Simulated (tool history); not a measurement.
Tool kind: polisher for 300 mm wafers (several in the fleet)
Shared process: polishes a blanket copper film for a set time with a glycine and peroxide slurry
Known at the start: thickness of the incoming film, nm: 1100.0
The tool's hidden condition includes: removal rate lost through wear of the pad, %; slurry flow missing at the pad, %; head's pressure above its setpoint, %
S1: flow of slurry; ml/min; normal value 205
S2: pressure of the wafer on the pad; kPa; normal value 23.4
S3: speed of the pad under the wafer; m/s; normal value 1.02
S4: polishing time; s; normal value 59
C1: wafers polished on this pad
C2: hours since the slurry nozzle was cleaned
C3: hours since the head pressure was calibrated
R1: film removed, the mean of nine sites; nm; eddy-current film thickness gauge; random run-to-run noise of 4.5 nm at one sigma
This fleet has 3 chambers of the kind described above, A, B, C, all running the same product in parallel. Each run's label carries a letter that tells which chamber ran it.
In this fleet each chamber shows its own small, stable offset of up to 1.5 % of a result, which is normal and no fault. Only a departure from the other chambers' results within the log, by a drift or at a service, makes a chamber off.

Run 1A, hour 8.2: usual settings; C1 920; C2 103.7; C3 743.3. Result: R1 453.29 nm.
Run 2C, hour 15.5: usual settings; C1 1078; C2 26.1; C3 987.0. Result: R1 449.04 nm.
At hour 17.2: chamber C: worn pad replaced by a new one.
At hour 19.9: chamber B: worn pad replaced by a new one.
Run 3B, hour 21.3: usual settings; C1 13; C2 54.7; C3 303.0. Result: R1 434.05 nm.
Run 4B, hour 32.0: usual settings; C1 114; C2 65.4; C3 313.7. Result: R1 440.06 nm.
Run 5C, hour 41.6: usual settings; C1 231; C2 52.2; C3 1013.1. Result: R1 439.86 nm.
Run 6A, hour 47.8: usual settings; C1 1295; C2 143.3; C3 782.9. Result: R1 444.87 nm.
Run 7C, hour 54.9: usual settings; C1 357; C2 65.5; C3 1026.4. Result: R1 450.07 nm.
At hour 60.7: chamber A: worn pad replaced by a new one.
Run 8B, hour 64.3: usual settings; C1 420; C2 97.7; C3 346.0. Result: R1 441.79 nm.
Run 9A, hour 70.6: usual settings; C1 94; C2 166.1; C3 805.7. Result: R1 452.16 nm.
Run 10B, hour 76.0: usual settings; C1 531; C2 109.4; C3 357.7. Result: R1 444.74 nm.
At hour 81.8: chamber B: worn pad replaced by a new one.
Run 11C, hour 82.0: usual settings; C1 613; C2 92.6; C3 1053.5. Result: R1 444.98 nm.
At hour 92.5: chamber A: head pressure recalibrated.
Run 12A, hour 92.7: usual settings; C1 303; C2 188.2; C3 0.2. Result: R1 445.96 nm.
Run 13B, hour 99.2: usual settings; C1 165; C2 132.6; C3 380.9. Result: R1 437.47 nm.
Run 14A, hour 105.7: usual settings; C1 426; C2 201.2; C3 13.2. Result: R1 435.23 nm.
Run 15C, hour 116.0: usual settings; C1 935; C2 126.6; C3 1087.5. Result: R1 443.00 nm.
At hour 118.7: chamber C: worn pad replaced by a new one.
Run 16C, hour 124.5: usual settings; C1 55; C2 135.1; C3 1096.0. Result: R1 440.08 nm.
Run 17B, hour 131.7: usual settings; C1 473; C2 165.1; C3 413.4. Result: R1 430.85 nm.
Run 18A, hour 140.5: usual settings; C1 756; C2 236.0; C3 48.0. Result: R1 445.58 nm.
At hour 140.7: chamber B: worn pad replaced by a new one.
Run 19C, hour 146.1: usual settings; C1 259; C2 156.7; C3 1117.6. Result: R1 445.16 nm.
Run 20B, hour 155.1: usual settings but S2 29.6 kPa, S4 70 s; C1 137; C2 188.5; C3 436.8. Result: R1 637.95 nm.
Run 21A, hour 162.5: usual settings but S2 29.6 kPa, S4 70 s; C1 964; C2 258.0; C3 70.0. Result: R1 643.79 nm.
Run 22A, hour 169.2: usual settings but S2 29.6 kPa, S4 70 s; C1 1027; C2 264.7; C3 76.7. Result: R1 651.02 nm.
Run 23C, hour 176.2: usual settings; C1 544; C2 186.8; C3 1147.7. Result: R1 441.78 nm.

Decide between three cases: one chamber stands off from its peers, the gauge reading all wafers drifts, or nothing is wrong past each chamber's small offset. Where a chamber is off, say which and what most likely put it there.

All chambers stay in line apart from their small fixed offsets, and the gauge does not drift.

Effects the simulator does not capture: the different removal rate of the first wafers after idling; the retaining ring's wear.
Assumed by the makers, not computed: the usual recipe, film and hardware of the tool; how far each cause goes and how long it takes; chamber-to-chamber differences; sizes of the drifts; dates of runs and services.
